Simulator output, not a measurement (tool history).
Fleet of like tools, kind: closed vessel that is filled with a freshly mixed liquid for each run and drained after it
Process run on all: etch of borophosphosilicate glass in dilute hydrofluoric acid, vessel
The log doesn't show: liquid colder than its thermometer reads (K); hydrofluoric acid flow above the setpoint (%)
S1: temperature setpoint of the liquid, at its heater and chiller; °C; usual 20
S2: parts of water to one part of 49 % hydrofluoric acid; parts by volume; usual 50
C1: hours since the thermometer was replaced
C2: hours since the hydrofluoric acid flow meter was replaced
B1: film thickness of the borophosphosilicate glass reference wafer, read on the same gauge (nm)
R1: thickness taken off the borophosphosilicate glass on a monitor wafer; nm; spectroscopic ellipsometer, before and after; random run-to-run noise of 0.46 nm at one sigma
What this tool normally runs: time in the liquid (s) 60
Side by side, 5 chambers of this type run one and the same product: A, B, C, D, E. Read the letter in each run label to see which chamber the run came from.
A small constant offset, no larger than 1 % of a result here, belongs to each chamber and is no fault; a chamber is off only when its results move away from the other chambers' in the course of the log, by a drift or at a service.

{"run": "1E", "hour": 6.2, "S1": 20, "S2": 50, "time in the liquid (s)": 60, "C1": 113.0, "C2": 861.0, "B1": 100.01, "R1": 48.629}
{"run": "2C", "hour": 11.4, "S1": 20, "S2": 50, "time in the liquid (s)": 60, "C1": 895.6, "C2": 1411.2, "B1": 100.0, "R1": 48.527}
{"run": "3D", "hour": 17.9, "S1": 20, "S2": 50, "time in the liquid (s)": 60, "C1": 515.9, "C2": 1257.3, "B1": 100.0, "R1": 48.457}
{"run": "4A", "hour": 23.5, "S1": 20, "S2": 50, "time in the liquid (s)": 60, "C1": 458.3, "C2": 293.1, "B1": 99.988, "R1": 48.092}
{"run": "5B", "hour": 29.3, "S1": 20, "S2": 50, "time in the liquid (s)": 60, "C1": 455.2, "C2": 271.4, "B1": 99.959, "R1": 48.678}
{"run": "6B", "hour": 33.2, "S1": 20, "S2": 50, "time in the liquid (s)": 60, "C1": 459.1, "C2": 275.3, "B1": 99.966, "R1": 48.816}
{"run": "7C", "hour": 38.8, "S1": 20, "S2": 50, "time in the liquid (s)": 60, "C1": 923.0, "C2": 1438.6, "B1": 99.982, "R1": 48.287}
{"hour": 39.5, "done": "chamber D: hydrofluoric acid flow meter replaced"}
{"run": "8E", "hour": 44.7, "S1": 20, "S2": 50, "time in the liquid (s)": 80, "C1": 151.5, "C2": 899.5, "B1": 100.03, "R1": 66.062}
{"run": "9D", "hour": 50.5, "S1": 20, "S2": 50, "time in the liquid (s)": 80, "C1": 548.5, "C2": 11.1, "B1": 99.983, "R1": 64.163}
{"run": "10A", "hour": 54.3, "S1": 20, "S2": 50, "time in the liquid (s)": 80, "C1": 489.1, "C2": 323.9, "B1": 100.04, "R1": 63.114}
{"run": "11C", "hour": 59.0, "S1": 20, "S2": 50, "time in the liquid (s)": 80, "C1": 943.2, "C2": 1458.8, "B1": 100.0, "R1": 64.386}
{"run": "12A", "hour": 64.1, "S1": 20, "S2": 50, "time in the liquid (s)": 80, "C1": 498.9, "C2": 333.7, "B1": 99.964, "R1": 63.781}
{"run": "13E", "hour": 69.6, "S1": 20, "S2": 50, "time in the liquid (s)": 60, "C1": 176.4, "C2": 924.4, "B1": 99.975, "R1": 48.88}
{"run": "14B", "hour": 73.9, "S1": 20, "S2": 50, "time in the liquid (s)": 60, "C1": 499.8, "C2": 316.0, "B1": 99.976, "R1": 48.685}
{"run": "15D", "hour": 77.6, "S1": 20, "S2": 50, "time in the liquid (s)": 60, "C1": 575.6, "C2": 38.2, "B1": 99.996, "R1": 47.951}
{"run": "16C", "hour": 81.4, "S1": 20, "S2": 50, "time in the liquid (s)": 60, "C1": 965.6, "C2": 1481.2, "B1": 99.991, "R1": 48.051}
{"run": "17D", "hour": 87.0, "S1": 20, "S2": 50, "time in the liquid (s)": 60, "C1": 585.0, "C2": 47.6, "B1": 100.01, "R1": 48.467}
{"run": "18A", "hour": 90.9, "S1": 20, "S2": 50, "time in the liquid (s)": 60, "C1": 525.7, "C2": 360.5, "B1": 100.01, "R1": 47.912}
{"run": "19B", "hour": 96.0, "S1": 20, "S2": 50, "time in the liquid (s)": 60, "C1": 521.9, "C2": 338.1, "B1": 99.995, "R1": 48.913}
{"run": "20E", "hour": 100.5, "S1": 20, "S2": 50, "time in the liquid (s)": 60, "C1": 207.3, "C2": 955.3, "B1": 99.986, "R1": 48.757}
{"run": "21E", "hour": 105.5, "S1": 20, "S2": 35, "time in the liquid (s)": 35, "C1": 212.3, "C2": 960.3, "B1": 100.02, "R1": 41.929}
{"run": "22A", "hour": 112.1, "S1": 20, "S2": 35, "time in the liquid (s)": 35, "C1": 546.9, "C2": 381.7, "B1": 99.986, "R1": 40.114}
{"run": "23C", "hour": 117.9, "S1": 20, "S2": 35, "time in the liquid (s)": 35, "C1": 1002.1, "C2": 1517.7, "B1": 100.01, "R1": 40.277}
{"run": "24B", "hour": 122.0, "S1": 20, "S2": 35, "time in the liquid (s)": 35, "C1": 547.9, "C2": 364.1, "B1": 99.992, "R1": 41.17}
{"run": "25D", "hour": 128.1, "S1": 20, "S2": 35, "time in the liquid (s)": 35, "C1": 626.1, "C2": 88.7, "B1": 100.0, "R1": 40.293}
{"run": "26B", "hour": 133.2, "S1": 20, "S2": 50, "time in the liquid (s)": 60, "C1": 559.1, "C2": 375.3, "B1": 99.97, "R1": 48.851}
{"run": "27C", "hour": 138.9, "S1": 20, "S2": 50, "time in the liquid (s)": 60, "C1": 1023.1, "C2": 1538.7, "B1": 99.989, "R1": 47.913}
{"run": "28D", "hour": 145.8, "S1": 20, "S2": 50, "time in the liquid (s)": 60, "C1": 643.8, "C2": 106.4, "B1": 100.02, "R1": 48.819}
{"run": "29E", "hour": 151.2, "S1": 20, "S2": 50, "time in the liquid (s)": 60, "C1": 258.0, "C2": 1006.0, "B1": 100.0, "R1": 48.578}
{"run": "30A", "hour": 158.1, "S1": 20, "S2": 50, "time in the liquid (s)": 60, "C1": 592.9, "C2": 427.7, "B1": 99.991, "R1": 48.057}
{"run": "31E", "hour": 164.9, "S1": 20, "S2": 50, "time in the liquid (s)": 60, "C1": 271.7, "C2": 1019.7, "B1": 99.993, "R1": 49.376}
{"run": "32C", "hour": 168.6, "S1": 20, "S2": 50, "time in the liquid (s)": 60, "C1": 1052.8, "C2": 1568.4, "B1": 100.01, "R1": 47.598}
{"run": "33D", "hour": 173.0, "S1": 20, "S2": 50, "time in the liquid (s)": 60, "C1": 671.0, "C2": 133.6, "B1": 100.01, "R1": 48.933}
{"run": "34B", "hour": 179.0, "S1": 20, "S2": 50, "time in the liquid (s)": 60, "C1": 604.9, "C2": 421.1, "B1": 100.02, "R1": 48.918}
{"run": "35A", "hour": 182.3, "S1": 20, "S2": 50, "time in the liquid (s)": 60, "C1": 617.1, "C2": 451.9, "B1": 100.05, "R1": 47.409}
{"run": "36E", "hour": 187.7, "S1": 20, "S2": 60, "time in the liquid (s)": 60, "C1": 294.5, "C2": 1042.5, "B1": 99.99, "R1": 40.036}
{"run": "37D", "hour": 193.9, "S1": 20, "S2": 60, "time in the liquid (s)": 60, "C1": 691.9, "C2": 154.5, "B1": 99.965, "R1": 39.414}
{"run": "38A", "hour": 199.3, "S1": 20, "S2": 60, "time in the liquid (s)": 60, "C1": 634.1, "C2": 468.9, "B1": 100.01, "R1": 39.219}
{"run": "39B", "hour": 202.9, "S1": 20, "S2": 60, "time in the liquid (s)": 60, "C1": 628.8, "C2": 445.0, "B1": 100.0, "R1": 39.864}
{"run": "40C", "hour": 208.1, "S1": 20, "S2": 60, "time in the liquid (s)": 60, "C1": 1092.3, "C2": 1607.9, "B1": 99.979, "R1": 39.204}
{"run": "41D", "hour": 213.6, "S1": 20, "S2": 50, "time in the liquid (s)": 60, "C1": 711.6, "C2": 174.2, "B1": 100.0, "R1": 48.072}
{"run": "42C", "hour": 219.8, "S1": 20, "S2": 50, "time in the liquid (s)": 60, "C1": 1104.0, "C2": 1619.6, "B1": 100.02, "R1": 48.557}
{"run": "43A", "hour": 225.6, "S1": 20, "S2": 50, "time in the liquid (s)": 60, "C1": 660.4, "C2": 495.2, "B1": 100.02, "R1": 48.29}

Read the log: is a single chamber off, either drifting away or since a service, is the gauge that measures every chamber drifting, or is nothing wrong beyond small per-chamber offsets? Name any odd chamber and what most likely caused it.

The fleet is healthy, with each chamber sitting at its usual small offset and no drift in the gauge.

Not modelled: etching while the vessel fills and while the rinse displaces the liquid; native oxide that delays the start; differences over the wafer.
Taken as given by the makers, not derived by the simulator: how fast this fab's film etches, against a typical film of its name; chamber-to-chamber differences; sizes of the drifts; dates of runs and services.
